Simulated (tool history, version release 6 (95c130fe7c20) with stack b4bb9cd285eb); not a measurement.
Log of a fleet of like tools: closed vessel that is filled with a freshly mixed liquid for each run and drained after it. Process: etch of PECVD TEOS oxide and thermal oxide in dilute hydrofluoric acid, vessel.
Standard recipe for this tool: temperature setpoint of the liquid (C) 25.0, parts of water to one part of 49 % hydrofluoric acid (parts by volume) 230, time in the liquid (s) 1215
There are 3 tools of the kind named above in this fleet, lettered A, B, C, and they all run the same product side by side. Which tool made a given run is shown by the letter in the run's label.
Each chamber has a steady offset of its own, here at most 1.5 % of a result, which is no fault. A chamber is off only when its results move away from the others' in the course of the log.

| run | day | temperature setpoint of the liquid (C) | parts of water to one part of 49 % hydrofluoric acid (parts by volume) | time in the liquid (s) | read-back film thickness of the PECVD TEOS oxide reference wafer, read on the same gauge (nm) | read-back film thickness of the thermal oxide reference wafer, read on the same gauge (nm) | thickness taken off the PECVD TEOS oxide on a monitor wafer (angstrom) | thickness taken off the thermal oxide on a monitor wafer (angstrom) |
|---|---|---|---|---|---|---|---|---|
| 1A | 0.567 | 25.0 | 230 | 1215 | 110.00 | 139.99 | 581.92 | 214.85 |
| 2B | 1.004 | 25.0 | 230 | 1215 | 109.97 | 139.99 | 601.22 | 219.52 |
| 3C | 1.429 | 25.0 | 230 | 1215 | 109.99 | 139.97 | 590.25 | 219.52 |
| 4C | 1.908 | 25.0 | 230 | 1215 | 109.98 | 140.02 | 590.06 | 217.59 |
| 5B | 2.379 | 25.0 | 230 | 1435 | 110.00 | 140.00 | 706.04 | 258.10 |
| 6A | 2.742 | 25.0 | 230 | 1435 | 110.01 | 139.98 | 694.45 | 254.28 |
| 7C | 3.092 | 25.0 | 230 | 1435 | 110.00 | 139.97 | 699.15 | 255.31 |
| 8A | 3.646 | 25.0 | 230 | 1215 | 109.99 | 139.99 | 584.73 | 215.68 |
| 9B | 3.946 | 25.0 | 230 | 1215 | 110.00 | 140.01 | 599.14 | 216.95 |
| 10A | 4.433 | 25.0 | 230 | 1215 | 110.02 | 139.99 | 584.78 | 217.99 |
| 11B | 4.688 | 25.0 | 120 | 1215 | 109.98 | 139.95 | 1298.20 | 475.49 |
| 12C | 5.029 | 25.0 | 120 | 1215 | 109.99 | 140.00 | 1291.30 | 477.20 |
| 13B | 5.296 | 25.0 | 120 | 1215 | 110.00 | 139.97 | 1288.80 | 476.62 |
|  | 5.533 | chamber C: thermometer replaced |
| 14A | 5.842 | 25.0 | 230 | 1215 | 110.00 | 140.03 | 587.39 | 212.95 |
| 15C | 6.233 | 25.0 | 230 | 1215 | 110.00 | 139.99 | 592.05 | 217.76 |
| 16A | 6.646 | 25.0 | 230 | 1215 | 110.00 | 139.99 | 584.79 | 215.46 |
| 17B | 6.958 | 25.0 | 325 | 1215 | 109.99 | 139.96 | 384.46 | 140.46 |
| 18C | 7.262 | 25.0 | 325 | 1215 | 110.01 | 140.01 | 375.23 | 139.93 |
| 19B | 7.542 | 25.0 | 325 | 1215 | 109.98 | 140.02 | 381.28 | 140.02 |
| 20A | 7.992 | 27.5 | 230 | 1215 | 110.02 | 139.96 | 637.75 | 234.14 |
| 21C | 8.412 | 27.5 | 230 | 1215 | 109.99 | 139.99 | 641.55 | 238.01 |
| 22A | 8.821 | 27.5 | 230 | 1215 | 110.01 | 140.00 | 640.80 | 235.11 |
| 23B | 9.075 | 29.0 | 230 | 1215 | 110.01 | 140.02 | 680.42 | 251.64 |
| 24C | 9.338 | 29.0 | 230 | 1215 | 110.00 | 140.01 | 683.79 | 252.64 |
| 25A | 9.746 | 29.0 | 230 | 1215 | 109.98 | 139.97 | 668.54 | 247.92 |
| 26B | 10.208 | 25.0 | 230 | 1215 | 110.00 | 140.00 | 594.11 | 219.58 |
| 27C | 10.667 | 25.0 | 230 | 1215 | 109.99 | 139.99 | 595.61 | 218.36 |
| 28C | 11.133 | 25.0 | 230 | 1215 | 109.99 | 139.97 | 588.56 | 215.47 |
| 29B | 11.692 | 25.0 | 230 | 1215 | 109.99 | 139.98 | 595.40 | 219.19 |
| 30A | 12.133 | 21.5 | 180 | 1215 | 109.99 | 139.99 | 698.87 | 253.80 |
| 31C | 12.408 | 21.5 | 180 | 1215 | 109.97 | 139.99 | 700.33 | 258.45 |
| 32A | 12.900 | 21.5 | 180 | 1215 | 110.00 | 139.98 | 686.03 | 257.05 |
| 33B | 13.150 | 25.0 | 230 | 1215 | 109.99 | 140.01 | 595.79 | 219.00 |
| 34B | 13.583 | 25.0 | 230 | 1215 | 110.00 | 139.99 | 600.20 | 217.24 |
| 35C | 13.850 | 25.0 | 230 | 1215 | 110.01 | 140.05 | 590.74 | 217.49 |
| 36A | 14.425 | 27.0 | 330 | 1215 | 110.00 | 140.04 | 393.80 | 145.43 |
| 37C | 14.721 | 27.0 | 330 | 1215 | 109.99 | 140.00 | 396.17 | 146.05 |
| 38A | 15.117 | 27.0 | 330 | 1215 | 110.00 | 140.05 | 393.82 | 145.28 |

Each of the 3 chambers runs these same settings next. Fill in every chamber's results:
| 39A | 15.525 | 28.5 | 230 | 1215 |  |  | ? | ? |
| 39B | 15.525 | 28.5 | 230 | 1215 |  |  | ? | ? |
| 39C | 15.525 | 28.5 | 230 | 1215 |  |  | ? | ? |

| run | thickness taken off the PECVD TEOS oxide on a monitor wafer (angstrom) | thickness taken off the thermal oxide on a monitor wafer (angstrom) |
|---|---|---|
| 39A | 661.59 | 244.68 |
| 39B | 676.59 | 246.36 |
| 39C | 669.23 | 245.15 |
